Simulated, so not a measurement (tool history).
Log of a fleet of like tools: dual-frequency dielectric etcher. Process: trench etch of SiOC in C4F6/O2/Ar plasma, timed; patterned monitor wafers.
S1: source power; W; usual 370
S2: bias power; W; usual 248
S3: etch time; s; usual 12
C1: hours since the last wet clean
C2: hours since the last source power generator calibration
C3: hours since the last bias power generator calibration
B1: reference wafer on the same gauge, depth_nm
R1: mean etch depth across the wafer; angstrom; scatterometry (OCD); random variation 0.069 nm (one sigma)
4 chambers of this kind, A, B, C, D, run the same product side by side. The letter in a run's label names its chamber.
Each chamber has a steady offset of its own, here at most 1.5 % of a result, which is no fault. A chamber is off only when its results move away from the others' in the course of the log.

{"run": "1A", "day": 0.429, "S1": 370, "S2": 248, "S3": 12, "C1": 417.8, "C2": 4433.8, "C3": 3811.8, "B1": 28.22, "R1": 266.83}
{"run": "2B", "day": 0.692, "S1": 370, "S2": 248, "S3": 12, "C1": 236.5, "C2": 571.2, "C3": 3896.4, "B1": 28.203, "R1": 268.77}
{"run": "3D", "day": 1.117, "S1": 370, "S2": 248, "S3": 12, "C1": 286.4, "C2": 3765.8, "C3": 995.4, "B1": 28.197, "R1": 269.5}
{"run": "4C", "day": 1.496, "S1": 370, "S2": 248, "S3": 12, "C1": 312.1, "C2": 239.9, "C3": 712.6, "B1": 28.185, "R1": 268.05}
{"run": "5D", "day": 1.771, "S1": 370, "S2": 248, "S3": 12, "C1": 302.1, "C2": 3781.5, "C3": 1011.1, "B1": 28.213, "R1": 269.11}
{"run": "6C", "day": 2.117, "S1": 400, "S2": 277, "S3": 12, "C1": 327, "C2": 254.8, "C3": 727.5, "B1": 28.201, "R1": 286.31}
{"run": "7A", "day": 2.354, "S1": 400, "S2": 277, "S3": 12, "C1": 464, "C2": 4480, "C3": 3858, "B1": 28.183, "R1": 284.82}
{"run": "8B", "day": 2.788, "S1": 400, "S2": 277, "S3": 12, "C1": 286.8, "C2": 621.5, "C3": 3946.7, "B1": 28.192, "R1": 288.96}
{"run": "9D", "day": 3.05, "S1": 400, "S2": 277, "S3": 12, "C1": 332.8, "C2": 3812.2, "C3": 1041.8, "B1": 28.198, "R1": 288.36}
{"day": 3.104, "done": "chamber A: wet clean of the chamber"}
{"run": "10C", "day": 3.421, "S1": 370, "S2": 248, "S3": 12, "C1": 358.3, "C2": 286.1, "C3": 758.8, "B1": 28.185, "R1": 268.31}
{"run": "11A", "day": 3.638, "S1": 370, "S2": 248, "S3": 12, "C1": 12.8, "C2": 4510.8, "C3": 3888.8, "B1": 28.194, "R1": 266.24}
{"day": 3.708, "done": "chamber C: wet clean of the chamber"}
{"run": "12B", "day": 3.929, "S1": 370, "S2": 248, "S3": 12, "C1": 314.2, "C2": 648.9, "C3": 3974.1, "B1": 28.19, "R1": 268.86}
{"run": "13B", "day": 4.321, "S1": 370, "S2": 248, "S3": 12, "C1": 323.6, "C2": 658.3, "C3": 3983.5, "B1": 28.205, "R1": 270.66}
{"run": "14A", "day": 4.65, "S1": 370, "S2": 248, "S3": 12, "C1": 37.1, "C2": 4535.1, "C3": 3913.1, "B1": 28.192, "R1": 265.43}
{"run": "15C", "day": 4.858, "S1": 370, "S2": 248, "S3": 12, "C1": 27.7, "C2": 320.6, "C3": 793.3, "B1": 28.184, "R1": 258.31}
{"run": "16D", "day": 5.092, "S1": 370, "S2": 248, "S3": 12, "C1": 381.8, "C2": 3861.2, "C3": 1090.8, "B1": 28.199, "R1": 269.48}
{"run": "17A", "day": 5.521, "S1": 370, "S2": 248, "S3": 12, "C1": 58, "C2": 4556, "C3": 3934, "B1": 28.2, "R1": 266.22}
{"run": "18D", "day": 5.988, "S1": 370, "S2": 248, "S3": 12, "C1": 403.3, "C2": 3882.7, "C3": 1112.3, "B1": 28.211, "R1": 269.85}
{"run": "19B", "day": 6.238, "S1": 370, "S2": 248, "S3": 12, "C1": 369.6, "C2": 704.3, "C3": 4029.5, "B1": 28.22, "R1": 269.71}
{"run": "20C", "day": 6.7, "S1": 370, "S2": 248, "S3": 12, "C1": 71.9, "C2": 364.8, "C3": 837.5, "B1": 28.196, "R1": 258.73}
{"run": "21B", "day": 6.908, "S1": 370, "S2": 248, "S3": 12, "C1": 385.7, "C2": 720.4, "C3": 4045.6, "B1": 28.199, "R1": 270.01}
{"run": "22D", "day": 7.158, "S1": 370, "S2": 248, "S3": 12, "C1": 431.4, "C2": 3910.8, "C3": 1140.4, "B1": 28.189, "R1": 268.11}
{"day": 7.575, "done": "chamber D: wet clean of the chamber"}
{"run": "23A", "day": 7.621, "S1": 370, "S2": 248, "S3": 12, "C1": 108.4, "C2": 4606.4, "C3": 3984.4, "B1": 28.183, "R1": 265.94}
{"run": "24C", "day": 8.058, "S1": 370, "S2": 248, "S3": 12, "C1": 104.5, "C2": 397.4, "C3": 870.1, "B1": 28.203, "R1": 258.12}
{"run": "25D", "day": 8.312, "S1": 370, "S2": 248, "S3": 12, "C1": 17.7, "C2": 3938.5, "C3": 1168.1, "B1": 28.198, "R1": 270.1}
{"run": "26C", "day": 8.662, "S1": 370, "S2": 248, "S3": 12, "C1": 119, "C2": 411.9, "C3": 884.6, "B1": 28.184, "R1": 259.35}
{"day": 8.846, "done": "chamber A: source power generator calibrated"}
{"run": "27A", "day": 8.992, "S1": 370, "S2": 305, "S3": 13, "C1": 141.3, "C2": 3.5, "C3": 4017.3, "B1": 28.2, "R1": 309.71}
{"run": "28B", "day": 9.358, "S1": 370, "S2": 305, "S3": 13, "C1": 444.5, "C2": 779.2, "C3": 4104.4, "B1": 28.185, "R1": 312.91}
{"run": "29C", "day": 9.671, "S1": 370, "S2": 305, "S3": 13, "C1": 143.2, "C2": 436.1, "C3": 908.8, "B1": 28.216, "R1": 301.28}

All 4 chambers run these settings next. Forecast each chamber's results:
{"run": "30A", "day": 10.012, "S1": 370, "S2": 248, "S3": 11, "R1": "?"}
{"run": "30B", "day": 10.012, "S1": 370, "S2": 248, "S3": 11, "R1": "?"}
{"run": "30C", "day": 10.012, "S1": 370, "S2": 248, "S3": 11, "R1": "?"}
{"run": "30D", "day": 10.012, "S1": 370, "S2": 248, "S3": 11, "R1": "?"}

run=30A R1=244.34
run=30B R1=246.99
run=30C R1=237.7
run=30D R1=245.79
